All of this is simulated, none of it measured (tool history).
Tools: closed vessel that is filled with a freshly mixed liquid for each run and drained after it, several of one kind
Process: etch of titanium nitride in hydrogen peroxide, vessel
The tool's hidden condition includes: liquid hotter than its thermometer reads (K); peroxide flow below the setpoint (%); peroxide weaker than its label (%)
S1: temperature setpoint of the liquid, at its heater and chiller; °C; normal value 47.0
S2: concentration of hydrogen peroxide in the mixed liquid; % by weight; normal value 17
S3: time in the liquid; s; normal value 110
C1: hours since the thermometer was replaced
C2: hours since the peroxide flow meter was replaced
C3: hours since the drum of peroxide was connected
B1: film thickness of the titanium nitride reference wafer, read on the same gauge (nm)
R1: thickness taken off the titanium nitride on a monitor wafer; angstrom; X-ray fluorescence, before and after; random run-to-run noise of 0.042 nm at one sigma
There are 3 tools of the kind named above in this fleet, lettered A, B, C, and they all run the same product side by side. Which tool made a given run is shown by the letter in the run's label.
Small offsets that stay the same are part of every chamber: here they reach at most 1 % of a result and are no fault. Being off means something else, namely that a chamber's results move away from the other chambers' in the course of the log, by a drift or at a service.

Run 1A, hour 8.6: usual settings; C1 316.1; C2 1757.5; C3 386.4; B1 140.02. Result: R1 47.301 angstrom.
Run 2B, hour 18.7: usual settings; C1 474.5; C2 1034.9; C3 438.7; B1 140.03. Result: R1 45.877 angstrom.
Run 3C, hour 25.9: usual settings; C1 1646.7; C2 893.4; C3 722.8; B1 140.00. Result: R1 46.506 angstrom.
Run 4A, hour 36.7: usual settings; C1 344.2; C2 1785.6; C3 414.5; B1 140.00. Result: R1 46.629 angstrom.
At hour 37.9: chamber B: new drum of peroxide connected.
Run 5B, hour 44.9: usual settings; C1 500.7; C2 1061.1; C3 7.1; B1 140.00. Result: R1 45.985 angstrom.
Run 6C, hour 53.6: usual settings; C1 1674.4; C2 921.1; C3 750.5; B1 140.00. Result: R1 47.990 angstrom.
Run 7A, hour 63.4: usual settings; C1 370.9; C2 1812.3; C3 441.2; B1 140.04. Result: R1 46.861 angstrom.
Run 8C, hour 76.4: usual settings; C1 1697.2; C2 943.9; C3 773.3; B1 139.98. Result: R1 47.845 angstrom.
Run 9B, hour 83.7: usual settings; C1 539.5; C2 1099.9; C3 45.9; B1 140.00. Result: R1 46.645 angstrom.
Run 10C, hour 96.7: usual settings; C1 1717.5; C2 964.2; C3 793.6; B1 140.00. Result: R1 47.715 angstrom.
Run 11A, hour 106.4: usual settings; C1 413.9; C2 1855.3; C3 484.2; B1 140.03. Result: R1 47.105 angstrom.
Run 12B, hour 113.2: usual settings; C1 569.0; C2 1129.4; C3 75.4; B1 140.02. Result: R1 46.315 angstrom.
Run 13C, hour 125.2: usual settings; C1 1746.0; C2 992.7; C3 822.1; B1 139.97. Result: R1 47.854 angstrom.
Run 14B, hour 133.1: usual settings but S1 54.5 °C; C1 588.9; C2 1149.3; C3 95.3; B1 139.99. Result: R1 80.224 angstrom.
Run 15A, hour 144.4: usual settings but S1 54.5 °C; C1 451.9; C2 1893.3; C3 522.2; B1 140.01. Result: R1 79.489 angstrom.
Run 16A, hour 152.8: usual settings but S1 54.5 °C; C1 460.3; C2 1901.7; C3 530.6; B1 140.01. Result: R1 81.161 angstrom.
Run 17B, hour 162.3: usual settings; C1 618.1; C2 1178.5; C3 124.5; B1 139.99. Result: R1 46.818 angstrom.
Run 18C, hour 173.2: usual settings; C1 1794.0; C2 1040.7; C3 870.1; B1 140.00. Result: R1 49.873 angstrom.
Run 19A, hour 186.0: usual settings but S3 165 s; C1 493.5; C2 1934.9; C3 563.8; B1 139.99. Result: R1 69.978 angstrom.
Run 20C, hour 199.2: usual settings but S3 165 s; C1 1820.0; C2 1066.7; C3 896.1; B1 140.01. Result: R1 73.971 angstrom.

Decide between three cases: one chamber stands off from its peers, the gauge reading all wafers drifts, or nothing is wrong past each chamber's small offset. Where a chamber is off, say which and what most likely put it there.

It is chamber C that slowly wanders off from its peers.
Most likely cause: liquid hotter than its thermometer reads (K) = 0.788.

Here are 4 candidates for chamber C's next run, each the usual settings with a change, their results left as question marks. Which one brings its results back in line with what the others give on the usual settings?
Allowed miss from the other chambers' usual-settings mean, per result, to count as in line: R1 1.500 angstrom
Run 21C-1, hour 209.3: usual settings but S1 46.0 °C. Result: R1 ?.
Run 21C-2, hour 209.3: usual settings but S1 48.5 °C. Result: R1 ?.
Run 21C-3, hour 209.3: usual settings but S1 45.5 °C. Result: R1 ?.
Run 21C-4, hour 209.3: usual settings but S1 48.0 °C. Result: R1 ?.

Average result of the remaining chambers running the usual settings: R1 46.685 angstrom
  run      R1
21C-1  45.862
21C-2  55.020
21C-3  44.200
21C-4  53.057
With 21C-1, the chamber falls back in line with the rest.
